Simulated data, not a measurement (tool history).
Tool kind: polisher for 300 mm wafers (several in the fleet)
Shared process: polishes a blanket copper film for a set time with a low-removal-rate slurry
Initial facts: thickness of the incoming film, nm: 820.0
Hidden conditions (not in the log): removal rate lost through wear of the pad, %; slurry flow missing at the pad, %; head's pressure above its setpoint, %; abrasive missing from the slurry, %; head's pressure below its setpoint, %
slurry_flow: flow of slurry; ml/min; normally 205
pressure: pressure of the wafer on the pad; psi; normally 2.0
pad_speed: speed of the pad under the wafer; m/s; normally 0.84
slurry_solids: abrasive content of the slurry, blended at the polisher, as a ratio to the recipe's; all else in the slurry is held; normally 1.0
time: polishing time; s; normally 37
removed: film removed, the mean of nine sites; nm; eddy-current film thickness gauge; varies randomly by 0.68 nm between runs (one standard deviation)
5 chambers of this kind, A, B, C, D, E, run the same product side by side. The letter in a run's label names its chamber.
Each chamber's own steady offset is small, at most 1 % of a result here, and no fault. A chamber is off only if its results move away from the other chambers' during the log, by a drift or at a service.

run	hour	slurry_flow	pressure	pad_speed	slurry_solids	time	wafers polished on this pad	hours since the slurry nozzle was cleaned	hours since the head pressure was calibrated	hours since the slurry blender was calibrated	removed
1B	5.3	205	2.0	0.84	1.0	37	344	164.2	344.2	109.6	60.934
2E	9.2	205	2.0	0.84	1.0	37	817	201.9	66.0	31.4	61.860
3C	15.1	205	2.0	0.84	1.0	37	459	157.5	199.9	306.6	61.242
4A	19.0	205	2.0	0.84	1.0	37	477	697.9	717.7	134.4	61.398
5D	23.6	205	2.0	0.60	1.0	37	415	258.1	136.4	60.4	43.870
6A	28.4	205	2.0	0.60	1.0	37	566	707.3	727.1	143.8	44.300
7D	31.9	205	2.0	0.60	1.0	37	493	266.4	144.7	68.7	43.929
# hour 37.4: chamber A: slurry nozzle cleaned
8E	37.9	205	2.0	0.60	1.0	37	1088	230.6	94.7	60.1	42.728
9B	40.6	205	2.0	0.60	1.0	37	676	199.5	379.5	144.9	43.446
10C	46.6	205	2.0	0.84	1.0	37	756	189.0	231.4	338.1	60.637
# hour 47.9: chamber D: worn pad replaced by a new one
11C	52.2	205	2.0	0.84	1.0	37	809	194.6	237.0	343.7	60.976
12B	55.4	205	2.0	0.84	1.0	37	816	214.3	394.3	159.7	59.462
13E	58.1	205	2.0	0.84	1.0	37	1278	250.8	114.9	80.3	61.742
# hour 60.4: chamber E: worn pad replaced by a new one
14D	61.5	205	2.0	0.84	1.0	37	128	296.0	174.3	98.3	60.903
# hour 65.6: chamber B: slurry blender recalibrated
# hour 67.2: chamber D: slurry nozzle cleaned
15A	67.3	205	2.0	0.84	1.0	37	932	29.9	766.0	182.7	61.124
16E	71.3	205	2.0	0.84	1.0	37	102	264.0	128.1	93.5	60.685
# hour 76.1: chamber C: worn pad replaced by a new one
17D	76.2	205	2.0	0.84	1.0	37	267	9.1	189.0	113.0	61.223
18A	79.6	205	2.0	0.84	1.0	37	1048	42.2	778.3	195.0	62.467
19B	85.1	205	2.0	0.84	1.0	37	1096	244.0	424.0	19.6	58.495
20C	88.4	205	2.0	0.84	1.0	37	115	230.8	273.2	379.9	61.083
# hour 88.8: chamber A: worn pad replaced by a new one
21B	93.8	205	2.0	0.84	1.0	37	1178	252.7	432.7	28.3	59.124
22D	99.6	205	2.0	0.84	1.0	37	487	32.5	212.4	136.4	61.517
23E	104.2	205	2.0	0.84	1.0	37	412	296.9	161.0	126.4	61.200
24A	108.7	205	2.0	0.84	1.0	37	187	71.3	807.4	224.1	60.068
25C	112.6	205	2.0	0.84	1.0	37	344	255.0	297.4	404.1	61.670
26D	116.0	205	2.0	0.84	1.0	37	642	48.9	228.8	152.8	61.346
27B	121.6	205	2.0	0.84	1.0	37	1440	280.5	460.5	56.1	57.497
# hour 122.6: chamber D: worn pad replaced by a new one
28A	126.0	205	2.0	0.84	1.0	37	350	88.6	824.7	241.4	61.634
29C	129.1	205	2.0	0.84	1.0	37	499	271.5	313.9	420.6	60.342
30E	132.3	205	2.5	0.84	0.8	37	677	325.0	189.1	154.5	71.805
31B	136.5	205	2.5	0.84	0.8	37	1580	295.4	475.4	71.0	67.736
32E	142.2	205	2.5	0.84	0.8	37	770	334.9	199.0	164.4	73.301
33A	144.9	205	2.5	0.84	0.8	37	529	107.5	843.6	260.3	72.592
34D	150.4	205	2.5	0.84	0.8	37	262	83.3	263.2	187.2	73.189
35C	155.1	205	2.0	0.84	1.0	37	744	297.5	339.9	446.6	60.299
36E	161.0	205	2.0	0.84	1.0	37	948	353.7	217.8	183.2	61.904
37D	166.3	205	2.0	0.84	1.0	37	412	99.2	279.1	203.1	61.049
# hour 167.8: chamber C: worn pad replaced by a new one
38C	170.1	205	2.0	0.84	1.0	37	22	312.5	354.9	461.6	61.278
39B	174.9	205	2.0	0.84	1.0	37	1942	333.8	513.8	109.4	55.760
40A	178.0	205	2.0	0.84	1.0	37	841	140.6	876.7	293.4	62.068
41D	181.2	205	2.0	0.84	1.0	37	552	114.1	294.0	218.0	61.258
# hour 182.0: chamber C: slurry nozzle cleaned
42C	186.6	205	2.0	0.84	1.0	37	177	4.7	371.4	478.1	61.521
# hour 187.5: chamber E: slurry blender recalibrated
43E	191.6	205	2.0	0.84	1.0	37	1236	384.3	248.4	4.2	60.595
44A	195.9	205	2.0	0.84	1.0	37	1009	158.5	894.6	311.3	61.527

Next, all 5 chambers run the settings below, one line each with question marks for the results. What does each chamber give?
45A	200.3	205	2.3	0.84	1.0	37					?
45B	200.3	205	2.3	0.84	1.0	37					?
45C	200.3	205	2.3	0.84	1.0	37					?
45D	200.3	205	2.3	0.84	1.0	37					?
45E	200.3	205	2.3	0.84	1.0	37					?

run	removed
45A	71.966
45B	64.310
45C	70.280
45D	70.913
45E	70.346
